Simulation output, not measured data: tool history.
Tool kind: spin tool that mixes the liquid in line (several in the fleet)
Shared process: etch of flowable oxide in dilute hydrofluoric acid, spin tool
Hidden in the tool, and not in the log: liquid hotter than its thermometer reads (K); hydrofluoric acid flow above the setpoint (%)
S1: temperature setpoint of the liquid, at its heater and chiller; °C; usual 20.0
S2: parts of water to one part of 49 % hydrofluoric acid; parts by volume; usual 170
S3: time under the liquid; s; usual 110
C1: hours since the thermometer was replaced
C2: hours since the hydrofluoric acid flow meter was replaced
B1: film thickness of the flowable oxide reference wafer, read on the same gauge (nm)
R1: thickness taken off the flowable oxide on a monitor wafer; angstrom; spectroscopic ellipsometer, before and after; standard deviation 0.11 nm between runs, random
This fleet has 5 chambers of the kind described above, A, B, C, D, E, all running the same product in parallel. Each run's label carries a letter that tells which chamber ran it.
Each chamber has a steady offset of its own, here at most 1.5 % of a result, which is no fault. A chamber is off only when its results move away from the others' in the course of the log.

run,hour,S1,S2,S3,C1,C2,B1,R1
1D,4.7,20.0,170,110,494.8,570.1,129.98,149.420
2E,7.5,20.0,170,110,567.4,1021.5,129.98,145.620
3A,13.1,20.0,170,110,1215.6,1319.0,130.00,146.750
4B,15.7,20.0,170,110,852.0,233.2,130.04,145.890
5C,19.3,20.0,170,110,1313.8,767.4,129.99,148.480
6A,23.3,20.0,170,110,1225.8,1329.2,130.02,147.570
7C,26.4,20.0,170,110,1320.9,774.5,129.98,148.550
8B,31.9,20.0,170,110,868.2,249.4,129.98,146.570
9D,36.6,20.0,170,110,526.7,602.0,130.00,149.240
10E,40.5,20.0,170,110,600.4,1054.5,129.99,148.740
11C,46.0,20.0,170,110,1340.5,794.1,130.02,148.140
12E,49.5,20.0,170,110,609.4,1063.5,130.04,148.250
13D,52.7,20.0,170,110,542.8,618.1,129.98,148.000
14B,56.1,20.0,240,75,892.4,273.6,130.01,65.196
15A,59.2,20.0,240,75,1261.7,1365.1,130.01,66.380
16D,62.7,20.0,240,75,552.8,628.1,130.02,66.151
17A,65.1,20.0,240,75,1267.6,1371.0,129.98,66.288
18B,68.6,20.0,240,75,904.9,286.1,130.03,65.782
19C,72.5,20.0,170,110,1367.0,820.6,129.99,145.720
20E,75.2,20.0,170,110,635.1,1089.2,130.02,145.340
21B,78.3,20.0,170,110,914.6,295.8,129.99,147.770
22C,83.9,20.0,170,110,1378.4,832.0,130.00,149.910
23D,86.8,20.0,170,110,576.9,652.2,129.98,146.750
24A,91.4,20.0,170,110,1293.9,1397.3,129.98,149.940
25E,95.9,20.0,170,110,655.8,1109.9,129.99,145.780
26E,101.1,22.5,170,90,661.0,1115.1,129.97,132.130
27C,106.2,22.5,170,90,1400.7,854.3,130.01,133.190
28D,110.5,22.5,170,90,600.6,675.9,129.98,131.310
29B,113.1,22.5,170,90,949.4,330.6,130.02,131.230
30A,118.4,22.5,170,90,1320.9,1424.3,130.06,136.340
31D,123.9,20.0,170,110,614.0,689.3,130.00,148.030
32A,126.6,20.0,170,110,1329.1,1432.5,129.98,150.760
33C,132.0,20.0,170,110,1426.5,880.1,130.03,147.570
34B,137.6,20.0,170,110,973.9,355.1,129.99,143.670
35E,142.0,18.5,170,80,701.9,1156.0,130.03,100.920
36A,146.9,18.5,170,80,1349.4,1452.8,130.01,107.770

Is one chamber out of step, is the gauge drifting, or do the chambers differ by no more than their own small offsets? For an off chamber, give its letter and the likeliest cause.

Little by little, chamber A moves away from the other chambers.
Cause: hydrofluoric acid flow above the setpoint (%) = 5.4.
From this log alone, it may not be told apart from: liquid hotter than its thermometer reads (K).

Chamber A could run next with any of the 4 candidate recipes listed below; each alters the usual settings, and their results appear as question marks. Which one brings its results back in line with what the other chambers deliver on the usual settings?
Allowed miss from the other chambers' usual-settings mean, per result, to count as in line: R1 3.900 angstrom
37A-1,150.9,20.0,180,110,,,,?
37A-2,150.9,21.5,170,110,,,,?
37A-3,150.9,20.0,160,115,,,,?
37A-4,150.9,20.0,180,105,,,,?

What the other chambers average on the usual settings: R1 147.060 angstrom
run,R1
37A-1,145.950
37A-2,165.320
37A-3,174.950
37A-4,139.320
The answer is 37A-1, which returns the chamber to within the allowed miss of the others.
